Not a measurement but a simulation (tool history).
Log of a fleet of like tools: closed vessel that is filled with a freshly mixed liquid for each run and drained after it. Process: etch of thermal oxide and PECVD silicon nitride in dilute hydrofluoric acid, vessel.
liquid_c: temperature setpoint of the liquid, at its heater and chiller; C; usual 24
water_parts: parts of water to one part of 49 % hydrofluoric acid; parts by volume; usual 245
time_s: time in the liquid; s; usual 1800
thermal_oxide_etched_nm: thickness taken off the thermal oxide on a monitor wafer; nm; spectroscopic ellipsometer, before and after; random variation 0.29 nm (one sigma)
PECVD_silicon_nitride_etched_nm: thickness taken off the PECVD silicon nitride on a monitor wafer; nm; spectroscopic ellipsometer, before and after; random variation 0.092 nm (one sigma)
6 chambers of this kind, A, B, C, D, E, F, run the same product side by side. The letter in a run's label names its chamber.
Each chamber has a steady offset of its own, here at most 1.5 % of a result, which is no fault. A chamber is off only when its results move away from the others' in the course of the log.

run   hour  liquid_c  water_parts  time_s  read-back film thickness of the thermal oxide reference wafer, read on the same gauge (nm)  read-back film thickness of the PECVD silicon nitride reference wafer, read on the same gauge (nm)  thermal_oxide_etched_nm  PECVD_silicon_nitride_etched_nm
 1F   13.2        24          245    1800                                                                                      139.99                                                                                              39.966                   29.494                          12.6790
 2D   26.2        24          245    1800                                                                                      139.98                                                                                              40.003                   29.143                          12.8800
 3A   32.1        24          245    1800                                                                                      139.98                                                                                              40.021                   29.395                          12.4560
 4B   41.1        24          245    1800                                                                                      140.04                                                                                              40.013                   29.275                          12.8510
 5C   49.9        24          245    1800                                                                                      139.99                                                                                              40.028                   29.234                          12.6270
 6E   61.2        24          245    1800                                                                                      140.04                                                                                              39.996                   29.169                          12.5020
 7B   71.5        27          245    1800                                                                                      140.00                                                                                              39.961                   32.251                          15.3530
 8F   80.2        27          245    1800                                                                                      139.99                                                                                              40.004                   32.583                          15.3160
 9E   86.5        27          245    1800                                                                                      140.01                                                                                              40.015                   32.684                          14.9930
10D   94.6        27          245    1800                                                                                      140.03                                                                                              40.005                   32.861                          15.1490
11A  101.1        27          245    1800                                                                                      140.01                                                                                              39.998                   32.706                          15.0680
12C  112.2        27          245    1800                                                                                      140.04                                                                                              39.981                   31.771                          15.1420
13D  123.5        24          245    1800                                                                                      140.00                                                                                              40.013                   29.355                          12.5400
14A  134.3        24          245    1800                                                                                      140.02                                                                                              39.990                   29.472                          12.5530
15B  140.5        24          300    1800                                                                                      140.05                                                                                              39.999                   22.641                          10.3670
     145.9  -- chamber F: thermometer replaced
16C  152.9        24          300    1800                                                                                      139.97                                                                                              40.014                   22.827                          10.3680
17F  160.7        24          300    1800                                                                                      139.95                                                                                              40.015                   22.488                          10.3890
18E  172.3        24          300    1800                                                                                      140.02                                                                                              39.986                   22.805                          10.2560
     182.2  -- chamber F: hydrofluoric acid flow meter replaced
19A  182.2        24          300    1800                                                                                      140.00                                                                                              40.011                   22.559                          10.1080
     189.9  -- chamber B: thermometer replaced
20E  195.7        24          300    1800                                                                                      140.00                                                                                              40.047                   22.789                          10.2330
21F  208.6        24          245    1800                                                                                      140.01                                                                                              40.008                   29.498                          12.6630
22B  214.7        24          245    1800                                                                                      139.98                                                                                              40.021                   28.277                          12.3650
23C  228.2        24          245    1800                                                                                      139.97                                                                                              39.984                   28.943                          12.5850
24D  234.5        24          245    1800                                                                                      139.97                                                                                              40.042                   29.976                          12.7530
25A  241.8        24          245    1800                                                                                      140.04                                                                                              39.987                   29.486                          12.5590
     245.1  -- chamber A: thermometer replaced
     255.0  -- chamber C: thermometer replaced
26C  255.4        24          245    1800                                                                                      140.06                                                                                              40.033                   29.332                          12.7850
27E  263.2        24          245    2295                                                                                      139.98                                                                                              40.014                   37.502                          15.9840
28F  272.9        24          245    2295                                                                                      140.02                                                                                              40.003                   36.991                          16.2350
29D  283.0        24          245    2295                                                                                      139.98                                                                                              40.000                   37.416                          16.0880
30B  290.3        24          245    2295                                                                                      140.03                                                                                              39.985                   34.843                          15.1430
31B  298.8        24          245    2295                                                                                      139.97                                                                                              39.972                   35.103                          15.2550
     303.0  -- chamber C: hydrofluoric acid flow meter replaced
32F  307.6        24          245    2295                                                                                      140.02                                                                                              39.995                   37.400                          16.1840
33A  313.8        24          245    1800                                                                                      139.99                                                                                              40.006                   28.899                          12.4240
34C  323.3        24          245    1800                                                                                      140.02                                                                                              39.965                   29.441                          12.6890
35E  336.5        24          245    1800                                                                                      139.98                                                                                              39.999                   29.988                          12.4410
36D  348.3        24          245    1800                                                                                      140.01                                                                                              39.996                   29.327                          12.4850
37E  360.4        24          245    1800                                                                                      140.02                                                                                              40.008                   29.394                          12.6220
38F  369.8        24          245    1800                                                                                      140.02                                                                                              39.994                   29.455                          12.7700
39A  375.7        24          245    1800                                                                                      140.02                                                                                              40.031                   29.502                          12.5060
40D  385.0        24          245    1800                                                                                      140.01                                                                                              40.014                   29.293                          12.6960

What goes on in this fleet: one chamber off, a drifting gauge, or nothing beyond the chambers' own small offsets? Name the chamber and the cause, if any.

Chamber B drifts away from the others.
Cause: hydrofluoric acid flow below the setpoint (%) = 9.44.

Here are 4 candidates for chamber B's next run, each the usual settings with a change, their results left as question marks. Which one brings its results back in line with what the others give on the usual settings?
In line means no further than this from the other chambers' mean on the usual settings: thermal_oxide_etched_nm 1.000 nm; PECVD_silicon_nitride_etched_nm 0.3200 nm
41B-1  394.8      23.5          215    1910                                                                                                                                                                                                                        ?                                ?
41B-2  394.8      23.5          225    1870                                                                                                                                                                                                                        ?                                ?
41B-3  394.8      24.5          275    1690                                                                                                                                                                                                                        ?                                ?
41B-4  394.8      24.5          265    1730                                                                                                                                                                                                                        ?                                ?

The other chambers' mean on the usual settings: thermal_oxide_etched_nm 29.313 nm; PECVD_silicon_nitride_etched_nm 12.6110 nm
  run  thermal_oxide_etched_nm  PECVD_silicon_nitride_etched_nm
41B-1                   32.212                          13.4500
41B-2                   29.785                          12.5850
41B-3                   21.559                           9.9062
41B-4                   23.161                          10.5240
41B-2 brings the chamber back in line.
